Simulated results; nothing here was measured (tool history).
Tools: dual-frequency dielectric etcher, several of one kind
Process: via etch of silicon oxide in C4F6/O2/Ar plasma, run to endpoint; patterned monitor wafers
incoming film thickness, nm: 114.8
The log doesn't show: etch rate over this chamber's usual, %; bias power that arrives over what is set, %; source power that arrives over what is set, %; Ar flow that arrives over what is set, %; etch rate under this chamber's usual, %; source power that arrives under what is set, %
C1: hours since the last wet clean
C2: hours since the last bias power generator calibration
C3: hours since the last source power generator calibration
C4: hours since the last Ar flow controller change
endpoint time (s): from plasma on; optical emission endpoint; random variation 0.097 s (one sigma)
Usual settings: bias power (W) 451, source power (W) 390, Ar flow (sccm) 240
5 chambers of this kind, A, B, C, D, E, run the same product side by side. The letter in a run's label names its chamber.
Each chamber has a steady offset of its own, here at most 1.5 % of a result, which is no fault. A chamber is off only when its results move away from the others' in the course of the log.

run 1B hour=7.2 | bias_power_(W)=451 source_power_(W)=390 Ar_flow_(sccm)=240 | C1=233.9 C2=239.9 C3=14.7 C4=2725.3 | endpoint_time_(s)=25.806
run 2D hour=13.9 | bias_power_(W)=451 source_power_(W)=390 Ar_flow_(sccm)=240 | C1=404.0 C2=1646.9 C3=1276.5 C4=3544.5 | endpoint_time_(s)=25.999
run 3E hour=21.7 | bias_power_(W)=451 source_power_(W)=390 Ar_flow_(sccm)=240 | C1=625.7 C2=2163.6 C3=1691.7 C4=226.9 | endpoint_time_(s)=25.573
run 4C hour=26.6 | bias_power_(W)=451 source_power_(W)=390 Ar_flow_(sccm)=240 | C1=314.0 C2=3551.9 C3=3925.5 C4=3307.3 | endpoint_time_(s)=26.300
-- hour=31.8 chamber E: wet clean of the chamber
run 5A hour=33.4 | bias_power_(W)=451 source_power_(W)=390 Ar_flow_(sccm)=240 | C1=60.4 C2=4349.9 C3=2952.4 C4=215.6 | endpoint_time_(s)=25.620
run 6B hour=41.8 | bias_power_(W)=451 source_power_(W)=390 Ar_flow_(sccm)=240 | C1=268.5 C2=274.5 C3=49.3 C4=2759.9 | endpoint_time_(s)=25.654
run 7C hour=51.9 | bias_power_(W)=451 source_power_(W)=390 Ar_flow_(sccm)=240 | C1=339.3 C2=3577.2 C3=3950.8 C4=3332.6 | endpoint_time_(s)=26.235
run 8E hour=59.6 | bias_power_(W)=451 source_power_(W)=390 Ar_flow_(sccm)=240 | C1=27.8 C2=2201.5 C3=1729.6 C4=264.8 | endpoint_time_(s)=25.673
run 9A hour=64.3 | bias_power_(W)=451 source_power_(W)=390 Ar_flow_(sccm)=240 | C1=91.3 C2=4380.8 C3=2983.3 C4=246.5 | endpoint_time_(s)=25.739
run 10D hour=69.2 | bias_power_(W)=341 source_power_(W)=390 Ar_flow_(sccm)=240 | C1=459.3 C2=1702.2 C3=1331.8 C4=3599.8 | endpoint_time_(s)=28.712
run 11C hour=76.0 | bias_power_(W)=341 source_power_(W)=390 Ar_flow_(sccm)=240 | C1=363.4 C2=3601.3 C3=3974.9 C4=3356.7 | endpoint_time_(s)=29.107
run 12D hour=84.7 | bias_power_(W)=341 source_power_(W)=390 Ar_flow_(sccm)=240 | C1=474.8 C2=1717.7 C3=1347.3 C4=3615.3 | endpoint_time_(s)=28.365
run 13A hour=94.4 | bias_power_(W)=341 source_power_(W)=390 Ar_flow_(sccm)=240 | C1=121.4 C2=4410.9 C3=3013.4 C4=276.6 | endpoint_time_(s)=28.221
run 14E hour=100.5 | bias_power_(W)=341 source_power_(W)=390 Ar_flow_(sccm)=240 | C1=68.7 C2=2242.4 C3=1770.5 C4=305.7 | endpoint_time_(s)=28.504
-- hour=107.7 chamber D: wet clean of the chamber
run 15B hour=109.5 | bias_power_(W)=451 source_power_(W)=360 Ar_flow_(sccm)=190 | C1=336.2 C2=342.2 C3=117.0 C4=2827.6 | endpoint_time_(s)=25.745
run 16B hour=116.6 | bias_power_(W)=451 source_power_(W)=360 Ar_flow_(sccm)=190 | C1=343.3 C2=349.3 C3=124.1 C4=2834.7 | endpoint_time_(s)=25.695
run 17D hour=122.4 | bias_power_(W)=451 source_power_(W)=360 Ar_flow_(sccm)=190 | C1=14.8 C2=1755.4 C3=1385.0 C4=3653.0 | endpoint_time_(s)=26.152
run 18A hour=129.2 | bias_power_(W)=451 source_power_(W)=360 Ar_flow_(sccm)=190 | C1=156.2 C2=4445.7 C3=3048.2 C4=311.4 | endpoint_time_(s)=25.637
run 19C hour=138.0 | bias_power_(W)=451 source_power_(W)=360 Ar_flow_(sccm)=190 | C1=425.4 C2=3663.3 C3=4036.9 C4=3418.7 | endpoint_time_(s)=26.481
-- hour=141.0 chamber C: source power generator calibrated
run 20E hour=142.7 | bias_power_(W)=451 source_power_(W)=390 Ar_flow_(sccm)=240 | C1=110.9 C2=2284.6 C3=1812.7 C4=347.9 | endpoint_time_(s)=25.618
run 21D hour=152.4 | bias_power_(W)=451 source_power_(W)=390 Ar_flow_(sccm)=240 | C1=44.8 C2=1785.4 C3=1415.0 C4=3683.0 | endpoint_time_(s)=25.931
run 22E hour=158.6 | bias_power_(W)=451 source_power_(W)=430 Ar_flow_(sccm)=240 | C1=126.8 C2=2300.5 C3=1828.6 C4=363.8 | endpoint_time_(s)=24.734
run 23A hour=166.5 | bias_power_(W)=451 source_power_(W)=430 Ar_flow_(sccm)=240 | C1=193.5 C2=4483.0 C3=3085.5 C4=348.7 | endpoint_time_(s)=24.731
run 24B hour=173.7 | bias_power_(W)=451 source_power_(W)=430 Ar_flow_(sccm)=240 | C1=400.4 C2=406.4 C3=181.2 C4=2891.8 | endpoint_time_(s)=24.850
run 25C hour=179.7 | bias_power_(W)=451 source_power_(W)=430 Ar_flow_(sccm)=240 | C1=467.1 C2=3705.0 C3=38.7 C4=3460.4 | endpoint_time_(s)=25.261
run 26C hour=188.9 | bias_power_(W)=451 source_power_(W)=430 Ar_flow_(sccm)=240 | C1=476.3 C2=3714.2 C3=47.9 C4=3469.6 | endpoint_time_(s)=25.149
run 27E hour=196.3 | bias_power_(W)=451 source_power_(W)=390 Ar_flow_(sccm)=240 | C1=164.5 C2=2338.2 C3=1866.3 C4=401.5 | endpoint_time_(s)=25.733
run 28A hour=201.8 | bias_power_(W)=451 source_power_(W)=390 Ar_flow_(sccm)=240 | C1=228.8 C2=4518.3 C3=3120.8 C4=384.0 | endpoint_time_(s)=25.642
run 29D hour=210.2 | bias_power_(W)=451 source_power_(W)=390 Ar_flow_(sccm)=240 | C1=102.6 C2=1843.2 C3=1472.8 C4=3740.8 | endpoint_time_(s)=25.865
-- hour=218.2 chamber C: wet clean of the chamber
run 30B hour=219.8 | bias_power_(W)=451 source_power_(W)=390 Ar_flow_(sccm)=240 | C1=446.5 C2=452.5 C3=227.3 C4=2937.9 | endpoint_time_(s)=25.817
run 31A hour=228.0 | bias_power_(W)=451 source_power_(W)=390 Ar_flow_(sccm)=240 | C1=255.0 C2=4544.5 C3=3147.0 C4=410.2 | endpoint_time_(s)=25.638
run 32C hour=233.6 | bias_power_(W)=451 source_power_(W)=390 Ar_flow_(sccm)=240 | C1=15.5 C2=3758.9 C3=92.6 C4=3514.3 | endpoint_time_(s)=26.337
run 33D hour=241.1 | bias_power_(W)=451 source_power_(W)=390 Ar_flow_(sccm)=240 | C1=133.5 C2=1874.1 C3=1503.7 C4=3771.7 | endpoint_time_(s)=25.843
run 34B hour=249.4 | bias_power_(W)=451 source_power_(W)=390 Ar_flow_(sccm)=240 | C1=476.1 C2=482.1 C3=256.9 C4=2967.5 | endpoint_time_(s)=25.644
run 35E hour=258.3 | bias_power_(W)=451 source_power_(W)=390 Ar_flow_(sccm)=240 | C1=226.5 C2=2400.2 C3=1928.3 C4=463.5 | endpoint_time_(s)=25.745
run 36B hour=263.9 | bias_power_(W)=451 source_power_(W)=390 Ar_flow_(sccm)=240 | C1=490.6 C2=496.6 C3=271.4 C4=2982.0 | endpoint_time_(s)=25.653
run 37E hour=274.0 | bias_power_(W)=451 source_power_(W)=390 Ar_flow_(sccm)=240 | C1=242.2 C2=2415.9 C3=1944.0 C4=479.2 | endpoint_time_(s)=25.771
run 38D hour=278.7 | bias_power_(W)=451 source_power_(W)=390 Ar_flow_(sccm)=240 | C1=171.1 C2=1911.7 C3=1541.3 C4=3809.3 | endpoint_time_(s)=25.977

What goes on in this fleet: one chamber off, a drifting gauge, or nothing beyond the chambers' own small offsets? Name the chamber and the cause, if any.

No chamber stands off beyond its own small offset, and the gauge holds steady.
